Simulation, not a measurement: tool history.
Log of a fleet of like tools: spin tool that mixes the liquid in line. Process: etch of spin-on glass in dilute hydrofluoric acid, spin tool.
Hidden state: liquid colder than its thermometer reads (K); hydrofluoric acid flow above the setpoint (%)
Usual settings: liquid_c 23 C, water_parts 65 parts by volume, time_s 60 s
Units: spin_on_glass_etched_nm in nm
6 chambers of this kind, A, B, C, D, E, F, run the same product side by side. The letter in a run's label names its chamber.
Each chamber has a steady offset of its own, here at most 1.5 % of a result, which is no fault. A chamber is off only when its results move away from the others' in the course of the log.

run   hour  liquid_c  water_parts  time_s  hours since the thermometer was replaced  hours since the hydrofluoric acid flow meter was replaced  read-back film thickness of the spin-on glass reference wafer, read on the same gauge (nm)  spin_on_glass_etched_nm
 1E    7.5        23           65      60                                       331                                                     1187.2                                                                                      50.065                   25.634
 2B   13.8        23           65      60                                     659.6                                                      395.5                                                                                      49.993                   25.474
 3D   22.7        23           65      60                                    1182.6                                                      254.6                                                                                      50.008                   25.363
 4F   28.8        23           65      60                                    2919.6                                                     2027.3                                                                                       49.99                    25.14
 5C   34.6        23           65      60                                       323                                                     1720.7                                                                                      50.009                   25.431
 6A   39.1        23           65      60                                    1996.5                                                     1009.6                                                                                      50.001                   25.574
 7C   48.6        23           65      60                                       337                                                     1734.7                                                                                       49.98                   25.868
 8F     56        23           65      60                                    2946.8                                                     2054.5                                                                                      50.009                   25.676
 9B     61      21.5           65      60                                     706.8                                                      442.7                                                                                      49.972                   24.302
10A     66      21.5           65      60                                    2023.4                                                     1036.5                                                                                      50.029                   24.247
11E   74.1      21.5           65      60                                     397.6                                                     1253.8                                                                                      49.979                   24.028
      79.4  -- chamber F: hydrofluoric acid flow meter replaced
12D   80.2      21.5           65      60                                    1240.1                                                      312.1                                                                                      49.965                   24.565
13D   88.7      21.5           65      60                                    1248.6                                                      320.6                                                                                      50.025                   24.293
14F   97.4      21.5           65      60                                    2988.2                                                         18                                                                                      50.017                   24.066
15C  105.4        23           65      60                                     393.8                                                     1791.5                                                                                       49.97                   25.216
16E  113.4        23           65      60                                     436.9                                                     1293.1                                                                                      49.995                   25.944
17B  119.1        23           65      60                                     764.9                                                      500.8                                                                                      50.016                   25.528
18A  123.6        23           65      60                                      2081                                                     1094.1                                                                                      49.952                   25.532
19B  128.6        23           65      60                                     774.4                                                      510.3                                                                                       49.99                   26.098
     134.4  -- chamber F: thermometer replaced
20C  135.8        23           65      60                                     424.2                                                     1821.9                                                                                      50.026                   25.449
21D  145.5        23           45      60                                    1305.4                                                      377.4                                                                                      50.031                   38.871
22E  154.5        23           45      60                                       478                                                     1334.2                                                                                      49.986                   38.609
23A  163.9        23           45      60                                    2121.3                                                     1134.4                                                                                      50.046                   37.882
24F  170.7        23           45      60                                      36.3                                                       91.3                                                                                      50.017                   38.053
25C  175.9        23           45      60                                     464.3                                                       1862                                                                                      49.981                   37.495
26F  184.5        23           45      60                                      50.1                                                      105.1                                                                                      49.983                   37.635
     187.7  -- chamber A: hydrofluoric acid flow meter replaced
27E  191.9        23           65      60                                     515.4                                                     1371.6                                                                                      49.935                   25.326
28A  198.3        23           65      60                                    2155.7                                                       10.6                                                                                      50.037                   25.246
29D  207.2        23           85      40                                    1367.1                                                      439.1                                                                                      49.981                   13.355
30B  212.3        23           85      40                                     858.1                                                        594                                                                                      49.983                   12.831
31A  219.8        23           85      40                                    2177.2                                                       32.1                                                                                      50.002                   12.432
32E  228.1        23           85      40                                     551.6                                                     1407.8                                                                                      50.036                    12.62
33C  234.3        23           85      40                                     522.7                                                     1920.4                                                                                      50.025                   12.805
34D  241.2        23           85      40                                    1401.1                                                      473.1                                                                                      49.981                   13.637
35F  245.7        23           65      60                                     111.3                                                      166.3                                                                                      50.024                   25.812
36B  253.7        23           65      60                                     899.5                                                      635.4                                                                                      49.995                   25.686
37B  263.3        23           65      60                                     909.1                                                        645                                                                                      50.029                   25.733
38F    271        23           65      60                                     136.6                                                      191.6                                                                                      49.999                   25.768
39C    279        23           65      60                                     567.4                                                     1965.1                                                                                      50.035                   25.595
40D  286.8        23           65      30                                    1446.7                                                      518.7                                                                                      50.019                   13.802
     293.1  -- chamber A: thermometer replaced
41A  293.7        23           65      30                                       0.6                                                        106                                                                                      49.994                   12.645
42E  300.8        23           65      30                                     624.3                                                     1480.5                                                                                      50.012                   12.734
43A  310.1        23           65      30                                        17                                                      122.4                                                                                      49.993                   12.812

All 6 chambers run these settings next. Forecast each chamber's results:
44A  317.4        23           65      60                                                                                                                                                                                                                         ?
44B  317.4        23           65      60                                                                                                                                                                                                                         ?
44C  317.4        23           65      60                                                                                                                                                                                                                         ?
44D  317.4        23           65      60                                                                                                                                                                                                                         ?
44E  317.4        23           65      60                                                                                                                                                                                                                         ?
44F  317.4        23           65      60                                                                                                                                                                                                                         ?

run  spin_on_glass_etched_nm
44A                    26.06
44B                   25.955
44C                   25.845
44D                   27.858
44E                   25.496
44F                   25.779
